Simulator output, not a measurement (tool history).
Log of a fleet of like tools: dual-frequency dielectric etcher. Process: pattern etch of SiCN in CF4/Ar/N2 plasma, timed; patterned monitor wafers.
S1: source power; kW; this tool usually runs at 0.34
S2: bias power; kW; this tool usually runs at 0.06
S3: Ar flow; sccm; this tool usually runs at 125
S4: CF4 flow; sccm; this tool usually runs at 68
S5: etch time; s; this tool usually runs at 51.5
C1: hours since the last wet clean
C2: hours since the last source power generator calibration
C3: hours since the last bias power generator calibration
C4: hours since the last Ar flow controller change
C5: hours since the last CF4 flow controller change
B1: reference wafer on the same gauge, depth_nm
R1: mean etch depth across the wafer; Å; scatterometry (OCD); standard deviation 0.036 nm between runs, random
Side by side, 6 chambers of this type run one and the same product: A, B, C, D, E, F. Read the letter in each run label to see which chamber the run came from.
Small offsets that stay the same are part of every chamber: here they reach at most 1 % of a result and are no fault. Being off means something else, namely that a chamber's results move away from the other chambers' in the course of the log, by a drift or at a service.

run   hour    S1     S2   S3  S4    S5     C1      C2      C3      C4      C5      B1      R1
 1F   13.7  0.34   0.06  125  68  51.5  283.3  2080.5  1420.3  1523.6  2471.8  35.496  311.57
 2E   20.6  0.34   0.06  125  68  51.5   38.4  2362.9   319.3    1494   208.6  35.485  310.82
 3D   31.2  0.34   0.06  125  68  51.5  232.6    3231  2353.1   984.3  2002.8  35.483  312.41
 4B   42.7  0.34   0.06  125  68  51.5  329.3   518.2   828.2  1149.2  1038.2  35.489  309.99
      49.8  -- chamber D: source power generator calibrated
 5A     54  0.34  0.065  125  68  51.5  372.9  1833.1    1063  3730.1   135.5  35.484  321.75
 6C   60.8  0.34  0.065  125  68  51.5    444   907.6    1800   765.5  2752.6  35.479  321.34
 7B   74.7  0.34  0.065  125  68  51.5  361.3   550.2   860.2  1181.2  1070.2  35.471  319.04
 8F   85.5  0.34  0.065  125  68  51.5  355.1  2152.3  1492.1  1595.4  2543.6  35.469  320.08
 9C   99.2  0.34  0.065  125  68  51.5  482.4     946  1838.4   803.9    2791  35.467  321.06
10D  113.2  0.34  0.065  125  68  51.5  314.6    63.5  2435.1  1066.3  2084.8  35.462  321.01
11A  121.1  0.34   0.06  125  68  51.5    440  1900.2  1130.1  3797.2   202.6  35.456  313.08
     128.1  -- chamber A: wet clean of the chamber
12E  129.8  0.34  0.046  125  68    66  147.6  2472.1   428.5  1603.2   317.8  35.466  365.12
13E  139.2  0.34  0.046  125  68    66    157  2481.5   437.9  1612.6   327.2   35.45  364.69
14A  149.1  0.34  0.046  125  68    66   21.1  1928.2  1158.1  3825.2   230.6   35.44  365.63
15B    157  0.34  0.046  125  68    66  443.6   632.5   942.5  1263.5  1152.5  35.458   362.1
16F  170.7  0.34  0.046  125  68    66  440.3  2237.5  1577.3  1680.6  2628.8  35.434  363.62
17C  180.4  0.34  0.046  125  68    66  563.6  1027.2  1919.6   885.1  2872.2  35.436  364.28
18D  190.1  0.34   0.06  125  68  51.5  391.5   140.4    2512  1143.2  2161.7  35.436  311.97
19A  203.5  0.34   0.06  125  68  51.5   75.5  1982.6  1212.5  3879.6     285  35.417  312.33
20E  213.8  0.34   0.06  125  62  51.5  231.6  2556.1   512.5  1687.2   401.8  35.429   306.2
21F  227.9  0.34   0.06  125  62  51.5  497.5  2294.7  1634.5  1737.8    2686  35.424  306.34
22B  234.6  0.34   0.06  125  62  51.5  521.2   710.1  1020.1  1341.1  1230.1  35.427  304.94
     242.1  -- chamber F: wet clean of the chamber
23D  245.1  0.34   0.06  125  62  51.5  446.5   195.4    2567  1198.2  2216.7   35.41  307.29
24C  255.4  0.34   0.06  125  62  51.5  638.6  1102.2  1994.6   960.1  2947.2  35.411  306.63
25E  267.7  0.34   0.06  125  62  51.5  285.5    2610   566.4  1741.1   455.7  35.396  305.86
     280.4  -- chamber C: wet clean of the chamber
     280.9  -- chamber C: CF4 flow controller replaced
26B  281.3   0.3   0.06  125  68  51.5  567.9   756.8  1066.8  1387.8  1276.8  35.392  277.91
27F    291   0.3   0.06  125  68  51.5   48.9  2357.8  1697.6  1800.9  2749.1  35.392  278.11
28D  305.4   0.3   0.06  125  68  51.5  506.8   255.7  2627.3  1258.5    2277  35.393  279.24
       306  -- chamber C: bias power generator calibrated
29A  315.8   0.3   0.06  125  68  51.5  187.8  2094.9  1324.8  3991.9   397.3  35.393  280.23
     325.8  -- chamber D: wet clean of the chamber
30C  327.3   0.3   0.06  125  68  51.5     47  1174.1    21.4    1032    46.4  35.393  279.41
31A  337.3   0.3   0.06  125  68  51.5  209.3  2116.4  1346.3  4013.4   418.8  35.375  279.96
32F  349.4  0.34   0.06  125  68  51.5  107.3  2416.2    1756  1859.3  2807.5  35.373  310.14
33D  361.1  0.34   0.06  125  68  51.5   35.3   311.4    2683  1314.2  2332.7  35.376  311.68
     369.6  -- chamber B: wet clean of the chamber
34E  372.2  0.34   0.06  125  80  51.5    390  2714.5   670.9  1845.6   560.2  35.362  318.13
35C    383  0.34   0.06  125  80  51.5  102.7  1229.8    77.1  1087.7   102.1  35.368  319.69
36B  395.9  0.34   0.06  125  80  51.5   26.3   871.4  1181.4  1502.4  1391.4  35.357  317.66
37D  408.4  0.34   0.06  125  80  51.5   82.6   358.7  2730.3  1361.5    2380   35.36  319.87
38B    415  0.34   0.06  125  80  51.5   45.4   890.5  1200.5  1521.5  1410.5  35.353  317.02
39F  425.7  0.34   0.06  125  80  51.5  183.6  2492.5  1832.3  1935.6  2883.8  35.344  319.14
40A  434.3  0.34   0.06  125  68  51.5  306.3  2213.4  1443.3  4110.4   515.8  35.348  312.12
41C  440.7  0.34   0.06  125  68  51.5  160.4  1287.5   134.8  1145.4   159.8  35.344  310.97
     446.6  -- chamber E: wet clean of the chamber
42E  453.9  0.34   0.06  125  68  51.5    7.4  2796.2   752.6  1927.3   641.9  35.334  310.04

Predict what each chamber gives when all 6 of them run the settings below next.
43A  464.5  0.34  0.06  125  68  51.5                           ?
43B  464.5  0.34  0.06  125  68  51.5                           ?
43C  464.5  0.34  0.06  125  68  51.5                           ?
43D  464.5  0.34  0.06  125  68  51.5                           ?
43E  464.5  0.34  0.06  125  68  51.5                           ?
43F  464.5  0.34  0.06  125  68  51.5                           ?

run      R1
43A  311.49
43B  309.19
43C  311.15
43D  311.28
43E  310.12
43F  310.18

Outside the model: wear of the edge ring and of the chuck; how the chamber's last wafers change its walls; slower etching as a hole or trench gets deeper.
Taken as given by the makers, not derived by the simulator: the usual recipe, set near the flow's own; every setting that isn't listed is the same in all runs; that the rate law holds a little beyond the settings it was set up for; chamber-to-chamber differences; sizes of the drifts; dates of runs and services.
